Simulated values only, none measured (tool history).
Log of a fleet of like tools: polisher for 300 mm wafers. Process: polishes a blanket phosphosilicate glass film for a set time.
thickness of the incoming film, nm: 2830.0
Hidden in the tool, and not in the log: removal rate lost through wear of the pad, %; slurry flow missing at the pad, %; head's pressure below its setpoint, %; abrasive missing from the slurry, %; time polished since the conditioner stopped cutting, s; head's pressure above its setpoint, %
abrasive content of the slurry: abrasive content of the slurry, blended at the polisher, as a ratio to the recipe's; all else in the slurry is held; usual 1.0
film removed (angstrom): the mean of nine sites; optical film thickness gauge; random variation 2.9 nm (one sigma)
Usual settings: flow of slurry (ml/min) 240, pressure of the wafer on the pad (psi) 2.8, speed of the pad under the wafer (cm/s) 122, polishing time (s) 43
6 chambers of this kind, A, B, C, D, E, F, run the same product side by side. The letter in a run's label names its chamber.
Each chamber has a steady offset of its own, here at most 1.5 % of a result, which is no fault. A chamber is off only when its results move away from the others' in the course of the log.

run,hour,flow of slurry (ml/min),pressure of the wafer on the pad (psi),speed of the pad under the wafer (cm/s),abrasive content of the slurry,polishing time (s),wafers polished on this pad,hours since the slurry nozzle was cleaned,hours since the head pressure was calibrated,hours since the slurry blender was calibrated,hours since the conditioning disc was replaced,film removed (angstrom)
# hour 6.9: chamber B: slurry blender recalibrated
# hour 12.0: chamber B: worn pad replaced by a new one
1E,14.1,240,2.8,122,1.0,43,771,44.0,597.2,321.8,367.1,4382.4
# hour 20.7: chamber D: slurry nozzle cleaned
2B,25.4,240,2.8,122,1.0,43,148,708.2,993.6,18.6,217.8,4377.8
# hour 27.8: chamber B: conditioning disc replaced and pad reconditioned
3F,34.8,240,2.8,122,1.0,43,455,576.2,356.2,100.1,113.0,4267.0
# hour 36.3: chamber E: slurry blender recalibrated
# hour 41.9: chamber D: slurry blender recalibrated
# hour 42.9: chamber E: worn pad replaced by a new one
4D,43.9,240,2.8,122,1.0,43,544,23.2,408.3,2.1,175.9,4303.6
5A,55.8,240,2.8,122,1.0,43,1012,397.9,346.1,120.0,158.9,4250.0
# hour 56.0: chamber B: slurry nozzle cleaned
# hour 61.7: chamber A: slurry blender recalibrated
# hour 62.6: chamber A: worn pad replaced by a new one
6C,64.3,240,2.8,122,1.0,43,781,204.8,1107.8,80.3,477.8,4288.3
# hour 69.6: chamber B: head pressure recalibrated
7E,75.4,240,2.8,122,1.0,43,361,105.3,658.5,39.1,428.4,4357.0
# hour 86.0: chamber C: worn pad replaced by a new one
8C,88.9,240,2.8,122,1.0,43,32,229.4,1132.4,104.9,502.4,4270.3
# hour 89.6: chamber F: worn pad replaced by a new one
# hour 90.6: chamber E: conditioning disc replaced and pad reconditioned
# hour 91.7: chamber C: slurry blender recalibrated
# hour 97.6: chamber D: worn pad replaced by a new one
9D,102.2,170,2.8,122,1.0,43,51,81.5,466.6,60.4,234.2,4136.7
# hour 111.1: chamber B: slurry blender recalibrated
10B,113.5,170,2.8,122,1.0,43,1126,57.5,44.0,2.4,85.8,4126.8
# hour 117.7: chamber B: worn pad replaced by a new one
11F,125.5,170,2.8,122,1.0,43,399,666.9,446.9,190.8,203.7,4043.5
12A,134.1,170,2.8,122,1.0,43,794,476.2,424.4,72.5,237.2,4125.7
13F,142.3,170,2.8,122,1.0,43,585,683.7,463.7,207.6,220.5,4061.7
# hour 147.3: chamber E: worn pad replaced by a new one
# hour 151.4: chamber F: slurry nozzle cleaned
14D,158.2,170,2.8,122,1.0,43,672,137.5,522.6,116.4,290.2,4076.0
# hour 160.8: chamber A: worn pad replaced by a new one
# hour 169.5: chamber A: conditioning disc replaced and pad reconditioned
15A,171.4,240,2.8,122,1.0,43,118,513.5,461.7,109.8,2.0,4309.9
# hour 172.2: chamber F: worn pad replaced by a new one
16C,179.6,240,3.8,122,1.1,43,1038,320.1,1223.1,88.0,593.1,6065.7
# hour 187.7: chamber C: worn pad replaced by a new one
# hour 191.5: chamber E: head pressure recalibrated
# hour 192.7: chamber D: worn pad replaced by a new one
17E,196.2,240,3.8,122,1.1,43,543,226.1,4.8,159.9,105.6,6134.7
# hour 200.1: chamber C: slurry blender recalibrated
# hour 207.2: chamber D: head pressure recalibrated
18B,207.8,240,3.8,122,1.1,43,1000,151.8,138.3,96.7,180.1,6094.6
# hour 211.0: chamber A: slurry blender recalibrated
# hour 215.5: chamber B: worn pad replaced by a new one
19A,215.8,240,3.8,122,1.1,43,610,557.9,506.1,4.8,46.4,6096.3
20E,227.7,240,3.8,122,1.1,43,893,257.6,36.3,191.4,137.1,6199.7
# hour 234.6: chamber F: slurry blender recalibrated
21C,235.2,240,3.8,122,1.1,43,527,375.7,1278.7,35.1,648.7,6124.0
# hour 240.3: chamber E: worn pad replaced by a new one
# hour 244.2: chamber B: conditioning disc replaced and pad reconditioned
# hour 246.4: chamber B: slurry blender recalibrated
# hour 249.1: chamber C: conditioning disc replaced and pad reconditioned
22F,250.9,240,2.8,122,1.0,43,874,99.6,572.3,16.3,329.1,4267.4
23B,258.4,240,2.8,122,1.0,43,476,202.4,188.9,12.1,14.2,4330.0
# hour 268.4: chamber F: worn pad replaced by a new one
# hour 268.9: chamber A: worn pad replaced by a new one
24D,271.3,240,2.8,122,1.0,43,872,250.6,64.2,229.5,403.3,4733.2
# hour 280.4: chamber D: worn pad replaced by a new one
25F,280.7,240,2.8,122,1.0,43,136,129.4,602.1,46.1,358.9,4223.1
# hour 289.9: chamber D: slurry blender recalibrated
# hour 290.0: chamber C: slurry blender recalibrated
# hour 295.0: chamber C: worn pad replaced by a new one
26B,295.0,240,2.8,122,1.0,43,882,239.0,225.5,48.7,50.8,4319.1
27A,305.2,240,2.8,122,1.0,43,402,647.3,595.5,94.2,135.8,4285.3
# hour 310.9: chamber C: slurry nozzle cleaned
# hour 311.3: chamber D: conditioning disc replaced and pad reconditioned
# hour 314.3: chamber B: worn pad replaced by a new one
28E,315.9,240,2.8,122,1.0,43,839,345.8,124.5,279.6,225.3,4361.5
29D,324.2,240,2.8,122,1.0,43,486,303.5,117.1,34.4,13.0,4712.5
# hour 328.1: chamber C: head pressure recalibrated
30C,333.4,240,2.8,122,1.0,43,427,22.5,5.3,43.5,84.4,4263.4
# hour 335.8: chamber E: worn pad replaced by a new one
31A,340.5,240,2.8,122,1.0,43,794,682.6,630.8,129.5,171.1,4266.1
# hour 348.1: chamber A: slurry blender recalibrated
32E,349.2,240,2.8,122,1.0,43,149,379.1,157.8,312.9,258.6,4288.5
# hour 353.3: chamber F: worn pad replaced by a new one
33C,359.3,240,2.8,122,1.0,43,714,48.4,31.2,69.4,110.3,4278.3
# hour 360.0: chamber D: slurry nozzle cleaned
# hour 362.7: chamber A: worn pad replaced by a new one
34B,371.0,240,2.8,122,1.0,43,630,315.0,301.5,124.7,126.8,4341.9
# hour 375.9: chamber B: slurry blender recalibrated
35F,381.3,240,2.8,122,1.0,43,311,230.0,702.7,146.7,459.5,4227.4
# hour 383.3: chamber D: worn pad replaced by a new one
# hour 387.8: chamber C: worn pad replaced by a new one
# hour 393.9: chamber C: slurry blender recalibrated
36D,395.7,240,2.8,122,1.0,43,137,35.8,188.6,105.9,84.5,4720.5
# hour 399.2: chamber B: worn pad replaced by a new one
# hour 410.0: chamber A: head pressure recalibrated
37D,411.1,240,2.8,122,1.0,43,308,51.2,204.0,121.3,99.9,4706.5
# hour 415.6: chamber F: conditioning disc replaced and pad reconditioned
38F,424.6,240,2.8,122,1.0,43,791,273.3,746.0,190.0,9.1,4327.1
39C,435.9,240,2.8,122,1.0,43,534,125.0,107.8,42.1,186.9,4289.9
# hour 437.5: chamber B: conditioning disc replaced and pad reconditioned
40A,451.0,240,2.8,122,1.0,43,980,793.1,41.0,103.0,281.6,4318.3
41B,467.1,240,2.8,122,1.0,43,753,411.1,397.6,91.3,29.6,4341.4

What goes on in this fleet: one chamber off, a drifting gauge, or nothing beyond the chambers' own small offsets? Name the chamber and the cause, if any.

A service left chamber D off against the others.
Cause: head's pressure above its setpoint, % = 9.19.

Here are 4 candidates for chamber D's next run, each the usual settings with a change, their results left as question marks. Which one brings its results back in line with what the others give on the usual settings?
In line means no further than this from the other chambers' mean on the usual settings: film removed (angstrom) 100.0
42D-1,478.9,240,2.7,122,1.00,41,,,,,,?
42D-2,478.9,240,2.8,130,1.05,46,,,,,,?
42D-3,478.9,240,2.9,126,1.00,44,,,,,,?
42D-4,478.9,240,2.8,122,1.00,37,,,,,,?

The other chambers' mean on the usual settings: film removed (angstrom) 4310.5
run,film removed (angstrom)
42D-1,4304.5
42D-2,5391.1
42D-3,5098.8
42D-4,4030.7
42D-1 brings the chamber back in line.
